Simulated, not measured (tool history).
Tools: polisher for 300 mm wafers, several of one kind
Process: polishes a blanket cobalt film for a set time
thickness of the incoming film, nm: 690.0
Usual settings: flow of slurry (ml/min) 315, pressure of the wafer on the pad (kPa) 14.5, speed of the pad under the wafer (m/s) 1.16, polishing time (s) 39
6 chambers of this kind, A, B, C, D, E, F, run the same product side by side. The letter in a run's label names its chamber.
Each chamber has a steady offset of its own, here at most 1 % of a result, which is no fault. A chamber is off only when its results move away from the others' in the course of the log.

run	hour	flow of slurry (ml/min)	pressure of the wafer on the pad (kPa)	speed of the pad under the wafer (m/s)	polishing time (s)	film removed (Å)
1B	4.5	315	14.5	1.16	39	2647.2
2E	9.4	315	14.5	1.16	39	2695.0
3D	16.7	315	14.5	1.16	39	2669.8
4C	22.5	315	14.5	1.16	39	2646.2
5A	27.0	315	14.5	1.16	39	2620.7
6F	33.2	315	14.5	1.16	39	2658.2
7C	40.1	315	14.5	1.16	39	2621.7
# hour 42.5: chamber C: worn pad replaced by a new one
# hour 43.0: chamber F: worn pad replaced by a new one
8A	48.0	315	14.5	1.16	39	2656.3
# hour 50.0: chamber A: worn pad replaced by a new one
9E	54.0	315	14.5	1.16	39	2647.2
# hour 54.1: chamber E: worn pad replaced by a new one
10F	59.2	315	14.5	1.16	39	2670.4
11D	64.3	270	14.5	1.16	39	2594.6
12B	72.8	270	14.5	1.16	39	2624.5
13E	77.2	270	14.5	1.16	39	2617.4
14C	81.6	270	14.5	1.16	39	2587.0
15B	86.4	270	14.5	1.16	39	2619.4
16A	93.5	270	14.5	1.16	39	2651.0
# hour 94.0: chamber B: worn pad replaced by a new one
17F	102.2	315	14.5	1.16	39	2679.2
18D	106.3	350	14.5	1.16	31	2135.9
# hour 107.1: chamber C: worn pad replaced by a new one
# hour 108.2: chamber C: slurry nozzle cleaned
19D	114.8	350	14.5	1.16	31	2176.3
# hour 118.0: chamber D: worn pad replaced by a new one
20F	120.3	350	14.5	1.16	31	2118.1
# hour 127.8: chamber C: head pressure recalibrated
21B	129.0	350	14.5	1.16	31	2141.0
# hour 132.0: chamber F: worn pad replaced by a new one
22E	135.1	350	14.5	1.16	31	2099.9
23A	143.6	350	14.5	1.16	31	2100.6
24C	148.0	315	14.5	1.16	39	2384.4
25B	153.6	315	14.5	1.16	39	2619.4
26A	159.5	315	14.5	1.16	39	2683.8
27D	164.2	315	14.5	1.16	39	2670.9
# hour 166.7: chamber E: head pressure recalibrated
# hour 166.8: chamber C: worn pad replaced by a new one
28F	170.0	315	14.5	1.16	39	2630.7
# hour 173.0: chamber F: slurry nozzle cleaned
29E	173.9	315	14.5	1.16	39	2722.6
# hour 174.6: chamber E: worn pad replaced by a new one
# hour 175.2: chamber D: head pressure recalibrated
30C	180.7	315	14.5	1.16	39	2368.3
31C	189.6	315	14.5	1.16	39	2375.6
32B	196.7	315	14.5	1.16	26	1789.1
# hour 200.1: chamber A: worn pad replaced by a new one
33F	204.7	315	14.5	1.16	26	1746.7
34D	211.0	315	14.5	1.16	26	1804.7
# hour 213.1: chamber F: worn pad replaced by a new one
35A	217.9	315	14.5	1.16	26	1773.1
36E	222.6	315	14.5	1.16	26	1780.9
# hour 226.9: chamber D: worn pad replaced by a new one
37D	227.8	315	14.5	1.16	26	1780.5
38F	236.0	315	15.9	1.16	39	2911.0
39E	243.4	315	15.9	1.16	39	2879.4

Is one chamber off against the others, does the gauge drift, or is nothing wrong? If a chamber is off, say which, and what the likeliest cause is.

A service left chamber C off against the others.
Cause: head's pressure below its setpoint, % = 11.6.

Here are 4 candidates for chamber C's next run, each the usual settings with a change, their results left as question marks. Which one brings its results back in line with what the others give on the usual settings?
In line means no further than this from the other chambers' mean on the usual settings: film removed (Å) 96.0
40C-1	249.9	315	14.5	1.16	37	?
40C-2	249.9	315	14.5	1.20	39	?
40C-3	249.9	315	14.5	1.16	44	?
40C-4	249.9	315	14.5	1.02	39	?

The other chambers' mean on the usual settings: film removed (Å) 2664.8
run	film removed (Å)
40C-1	2220.1
40C-2	2420.7
40C-3	2640.1
40C-4	2057.8
40C-3 brings the chamber back in line.
